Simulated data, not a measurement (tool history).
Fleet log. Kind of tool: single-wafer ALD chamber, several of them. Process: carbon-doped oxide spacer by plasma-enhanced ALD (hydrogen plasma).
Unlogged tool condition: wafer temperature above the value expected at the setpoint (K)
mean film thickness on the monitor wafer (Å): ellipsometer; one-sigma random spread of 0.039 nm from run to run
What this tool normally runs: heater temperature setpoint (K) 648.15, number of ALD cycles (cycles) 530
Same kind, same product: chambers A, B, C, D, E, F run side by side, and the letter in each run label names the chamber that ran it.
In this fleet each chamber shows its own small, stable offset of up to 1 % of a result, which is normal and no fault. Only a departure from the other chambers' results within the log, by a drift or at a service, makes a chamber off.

run    day  heater temperature setpoint (K)  number of ALD cycles (cycles)  hours since the last thermocouple change  read-back reference wafer on the same gauge, thickness_nm  mean film thickness on the monitor wafer (Å)
 1A  0.146                           648.15                            530                                    1163.0                                                     28.200                                        264.02
 2B  0.267                           648.15                            530                                     288.5                                                     28.203                                        264.11
 3D  0.388                           648.15                            530                                    1485.3                                                     28.208                                        264.11
 4C  0.554                           648.15                            530                                     476.3                                                     28.200                                        264.61
 5E  0.796                           642.15                            466                                     614.8                                                     28.211                                        231.75
 6F  0.962                           642.15                            466                                     874.1                                                     28.223                                        233.12
 7D  1.104                           642.15                            466                                    1502.5                                                     28.226                                        232.35
 8B  1.308                           642.15                            466                                     313.5                                                     28.232                                        232.42
 9A  1.504                           642.15                            466                                    1195.6                                                     28.237                                        232.61
10F  1.696                           642.15                            466                                     891.7                                                     28.231                                        232.69
11E  1.954                           661.15                            530                                     642.6                                                     28.246                                        263.48
12C  2.104                           661.15                            530                                     513.5                                                     28.248                                        264.77
13C  2.221                           661.15                            530                                     516.3                                                     28.257                                        263.99
14B  2.362                           661.15                            530                                     338.8                                                     28.249                                        264.57
15A  2.588                           661.15                            530                                    1221.6                                                     28.251                                        264.50
16D  2.812                           661.15                            530                                    1543.5                                                     28.265                                        264.14
17E  3.004                           648.15                            530                                     667.8                                                     28.268                                        263.79
18F  3.233                           648.15                            530                                     928.6                                                     28.271                                        265.20
19B  3.388                           657.15                            457                                     363.4                                                     28.283                                        227.87
20D  3.554                           657.15                            457                                    1561.3                                                     28.283                                        228.94
21F  3.688                           657.15                            457                                     939.5                                                     28.290                                        228.78
22E  3.904                           657.15                            457                                     689.4                                                     28.292                                        227.81
23C  4.083                           657.15                            457                                     561.0                                                     28.295                                        228.41
24A  4.317                           657.15                            457                                    1263.1                                                     28.301                                        228.30
25A  4.458                           648.15                            530                                    1266.5                                                     28.308                                        264.04
26B  4.696                           648.15                            530                                     394.8                                                     28.302                                        265.12
27C  4.867                           648.15                            563                                     579.8                                                     28.311                                        281.43
28F  5.012                           648.15                            563                                     971.3                                                     28.321                                        282.38
29D  5.150                           648.15                            563                                    1599.6                                                     28.323                                        281.55
30E  5.333                           648.15                            563                                     723.7                                                     28.334                                        279.86
31F  5.542                           648.15                            563                                     984.0                                                     28.330                                        282.28
32B  5.771                           648.15                            563                                     420.6                                                     28.341                                        282.59
33C  5.929                           648.15                            626                                     605.3                                                     28.337                                        312.02
34E  6.192                           648.15                            626                                     744.3                                                     28.343                                        312.44
35A  6.429                           648.15                            626                                    1313.8                                                     28.351                                        311.89
36D  6.571                           648.15                            626                                    1633.7                                                     28.365                                        313.98
37A  6.800                           648.15                            626                                    1322.7                                                     28.360                                        313.95
38B  6.917                           648.15                            626                                     448.1                                                     28.352                                        313.94
39E  7.142                           655.15                            438                                     767.1                                                     28.376                                        218.50

The same settings go to every chamber for the next run, one line per chamber below. Forecast the results for each:
40A  7.329                           639.15                            530                                                                                                                                                  ?
40B  7.329                           639.15                            530                                                                                                                                                  ?
40C  7.329                           639.15                            530                                                                                                                                                  ?
40D  7.329                           639.15                            530                                                                                                                                                  ?
40E  7.329                           639.15                            530                                                                                                                                                  ?
40F  7.329                           639.15                            530                                                                                                                                                  ?

run  mean film thickness on the monitor wafer (Å)
40A                                        266.21
40B                                        265.00
40C                                        265.76
40D                                        265.39
40E                                        264.46
40F                                        265.93
